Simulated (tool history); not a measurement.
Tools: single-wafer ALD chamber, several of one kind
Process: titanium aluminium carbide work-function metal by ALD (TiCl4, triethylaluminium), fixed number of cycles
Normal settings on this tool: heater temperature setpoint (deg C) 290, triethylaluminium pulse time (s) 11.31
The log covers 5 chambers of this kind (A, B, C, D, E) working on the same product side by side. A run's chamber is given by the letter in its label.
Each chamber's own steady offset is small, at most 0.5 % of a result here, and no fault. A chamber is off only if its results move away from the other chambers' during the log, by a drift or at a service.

| run | hour | heater temperature setpoint (deg C) | triethylaluminium pulse time (s) | read-back reference wafer on the same gauge, thickness_nm | mean film thickness on the monitor wafer (nm) |
|---|---|---|---|---|---|
| 1A | 3.6 | 290 | 11.31 | 2.3098 | 1.939 |
| 2C | 6.1 | 290 | 11.31 | 2.3105 | 1.9322 |
| 3E | 9.6 | 290 | 11.31 | 2.3091 | 1.9425 |
| 4D | 13 | 290 | 11.31 | 2.309 | 1.9292 |
| 5B | 16 | 290 | 11.31 | 2.3108 | 1.9212 |
| 6C | 19.8 | 295 | 13.65 | 2.3097 | 2.0013 |
| 7D | 22.1 | 295 | 13.65 | 2.311 | 1.995 |
| 8B | 26.9 | 295 | 13.65 | 2.3093 | 1.9928 |
| 9E | 30.7 | 295 | 13.65 | 2.3102 | 2.0144 |
| 10A | 32.8 | 295 | 13.65 | 2.3091 | 1.9961 |
| 11E | 36.8 | 290 | 11.31 | 2.3094 | 1.9467 |
| 12D | 39.2 | 290 | 11.31 | 2.3108 | 1.9169 |
| 13B | 43.9 | 290 | 11.31 | 2.3116 | 1.9325 |
| 14A | 46.7 | 290 | 11.31 | 2.3093 | 1.928 |
| 15C | 51 | 290 | 11.31 | 2.3101 | 1.9376 |
| 16B | 54.3 | 297 | 9.57 | 2.3108 | 1.957 |
| 17D | 57.7 | 297 | 9.57 | 2.3107 | 1.9568 |
| 18A | 59.8 | 297 | 9.57 | 2.31 | 1.9575 |
| 19E | 64.4 | 297 | 9.57 | 2.3089 | 1.9877 |
| 20C | 67.7 | 297 | 9.57 | 2.3093 | 1.9697 |
| 21A | 71.2 | 290 | 11.31 | 2.3102 | 1.9325 |
| 22D | 74.6 | 290 | 11.31 | 2.3102 | 1.9277 |
| 23B | 78.4 | 276 | 15.02 | 2.3102 | 1.8286 |
| 24E | 81.6 | 276 | 15.02 | 2.3115 | 1.8752 |
|  | 82 | chamber D: triethylaluminium bottle replaced |
| 25C | 85.3 | 276 | 15.02 | 2.3094 | 1.845 |
| 26B | 87.8 | 276 | 15.02 | 2.3105 | 1.8309 |
| 27D | 92.1 | 276 | 15.02 | 2.3093 | 1.8403 |
| 28E | 96.6 | 290 | 11.31 | 2.3109 | 1.977 |
| 29A | 101.2 | 290 | 7.98 | 2.3109 | 1.846 |
| 30C | 105.3 | 290 | 7.98 | 2.3106 | 1.844 |
| 31B | 109 | 290 | 7.98 | 2.3093 | 1.839 |
| 32A | 112.8 | 290 | 7.98 | 2.3102 | 1.8463 |
| 33C | 115.3 | 290 | 7.98 | 2.3099 | 1.8429 |
| 34E | 118.7 | 290 | 11.31 | 2.3094 | 1.9761 |
| 35D | 121.8 | 290 | 11.31 | 2.3097 | 1.9315 |
| 36A | 124.6 | 285 | 15.35 | 2.3102 | 1.9185 |
| 37E | 127.9 | 285 | 15.35 | 2.3097 | 1.9717 |
| 38C | 132.2 | 285 | 15.35 | 2.3104 | 1.9219 |
| 39B | 134.4 | 285 | 15.35 | 2.3095 | 1.909 |
| 40D | 137.9 | 285 | 15.35 | 2.3083 | 1.9165 |
| 41C | 140.5 | 290 | 11.31 | 2.3096 | 1.935 |

Next, all 5 chambers run the settings below, one line each with question marks for the results. What does each chamber give?
| 42A | 143.9 | 300 | 11.31 |  | ? |
| 42B | 143.9 | 300 | 11.31 |  | ? |
| 42C | 143.9 | 300 | 11.31 |  | ? |
| 42D | 143.9 | 300 | 11.31 |  | ? |
| 42E | 143.9 | 300 | 11.31 |  | ? |

| run | mean film thickness on the monitor wafer (nm) |
|---|---|
| 42A | 2.0206 |
| 42B | 2.0141 |
| 42C | 2.0174 |
| 42D | 2.0103 |
| 42E | 2.0781 |
